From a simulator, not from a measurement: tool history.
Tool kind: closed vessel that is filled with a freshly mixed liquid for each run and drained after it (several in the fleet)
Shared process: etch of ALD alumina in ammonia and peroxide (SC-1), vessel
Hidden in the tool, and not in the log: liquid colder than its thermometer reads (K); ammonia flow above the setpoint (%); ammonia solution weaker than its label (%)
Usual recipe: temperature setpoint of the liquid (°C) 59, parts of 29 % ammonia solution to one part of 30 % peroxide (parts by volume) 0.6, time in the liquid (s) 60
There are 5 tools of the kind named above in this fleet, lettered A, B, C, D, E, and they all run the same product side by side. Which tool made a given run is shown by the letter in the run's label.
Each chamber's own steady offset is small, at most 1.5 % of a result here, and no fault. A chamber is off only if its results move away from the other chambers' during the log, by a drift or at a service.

run	hour	temperature setpoint of the liquid (°C)	parts of 29 % ammonia solution to one part of 30 % peroxide (parts by volume)	time in the liquid (s)	hours since the thermometer was replaced	hours since the ammonia flow meter was replaced	hours since the drum of ammonia solution was connected	read-back film thickness of the ALD alumina reference wafer, read on the same gauge (nm)	thickness taken off the ALD alumina on a monitor wafer (Å)
1B	7.4	59	0.6	60	524.5	806.5	1029	149.99	65.215
2A	17.1	59	0.6	60	1546.7	492.1	230.2	150.01	64.126
3E	24.4	59	0.6	60	183.4	74.7	71.7	150	65.255
4C	33.3	59	0.6	60	874.7	716.7	770.3	149.99	64.249
5D	39.5	59	0.6	60	1386.7	1488.5	686.9	150	64.4
6A	49.6	66.5	0.3	60	1579.2	524.6	262.7	150.01	87.507
7C	56	66.5	0.3	60	897.4	739.4	793	150.01	88.834
8D	63.5	66.5	0.3	60	1410.7	1512.5	710.9	150	88.889
# hour 71.4: chamber B: new drum of ammonia solution connected
# hour 74.1: chamber B: ammonia flow meter replaced
9E	74.1	66.5	0.3	60	233.1	124.4	121.4	150.01	89.809
# hour 75.8: chamber A: new drum of ammonia solution connected
10B	83.7	66.5	0.3	60	600.8	9.7	12.4	149.96	86.978
11A	91.8	59	0.6	45	1621.4	566.8	16	150.01	48.067
12C	102	59	0.6	45	943.4	785.4	839	149.99	47.851
13D	110.6	59	0.6	45	1457.8	1559.6	758	149.99	48.573
14E	121.8	59	0.6	45	280.8	172.1	169.1	149.98	48.705
15B	131.8	59	0.6	45	648.9	57.8	60.5	149.99	47.512
16E	143.1	59	0.6	60	302.1	193.4	190.4	150.04	64.929
17B	151.4	59	0.6	60	668.5	77.4	80.1	149.99	63.122
# hour 151.8: chamber D: thermometer replaced
18A	162.7	59	0.8	30	1692.3	637.7	86.9	150.01	32.872
19C	171	59	0.8	30	1012.4	854.4	908	149.99	33.177
20D	178.5	59	0.8	30	26.8	1627.5	825.9	150	33.327
21A	186.3	59	0.8	30	1715.9	661.3	110.5	149.98	33.352
22B	198.2	59	0.8	30	715.3	124.2	126.9	149.96	31.665
23C	203.6	59	0.6	60	1045	887	940.6	150	63.665
24D	210.2	59	0.6	60	58.5	1659.2	857.6	150.01	64.764
25E	219.1	49.5	0.4	60	378.1	269.4	266.4	150.02	37.462
26B	231.4	49.5	0.4	60	748.5	157.4	160.1	150.03	35.218
27A	240.9	49.5	0.4	60	1770.5	715.9	165.1	150.03	37.59
28E	252.1	49.5	0.4	60	411.1	302.4	299.4	150.02	37.36
29D	263.4	49.5	0.4	60	111.7	1712.4	910.8	150	38.075
30C	269.5	59	0.6	60	1110.9	952.9	1006.5	150.03	63.47
31A	278.4	59	0.6	60	1808	753.4	202.6	149.96	65.41
32B	286.2	59	0.6	60	803.3	212.2	214.9	150.02	60.441
33C	297.6	59	0.6	60	1139	981	1034.6	149.99	64.926
34D	302.9	67.5	0.6	60	151.2	1751.9	950.3	150	100.19
35E	310.3	67.5	0.6	60	469.3	360.6	357.6	150.01	99.501
36E	321.5	67.5	0.6	60	480.5	371.8	368.8	150	100.1

Has any chamber moved away from the others, gradually or after a service, or does the common gauge drift, or do the chambers differ only by their own small steady offsets? State the chamber and the most likely cause if one applies.

Little by little, chamber B moves away from the other chambers.
Most likely cause: liquid colder than its thermometer reads (K) = 1.49.

Chamber B could run next with any of the 4 candidate recipes listed below; each alters the usual settings, and their results appear as question marks. Which one brings its results back in line with what the other chambers deliver on the usual settings?
To be in line, a result may differ from the other chambers' mean on the usual settings by at most: thickness taken off the ALD alumina on a monitor wafer (Å) 1.4
37B-1	330.3	59	0.6	65					?
37B-2	330.3	59	0.85	60					?
37B-3	330.3	57.5	0.6	60					?
37B-4	330.3	59	0.4	60					?

Other chambers, usual settings, mean: thickness taken off the ALD alumina on a monitor wafer (Å) 64.795
run	thickness taken off the ALD alumina on a monitor wafer (Å)
37B-1	64.764
37B-2	61.781
37B-3	55.23
37B-4	57.537
37B-1 puts the chamber back in line with the other chambers.
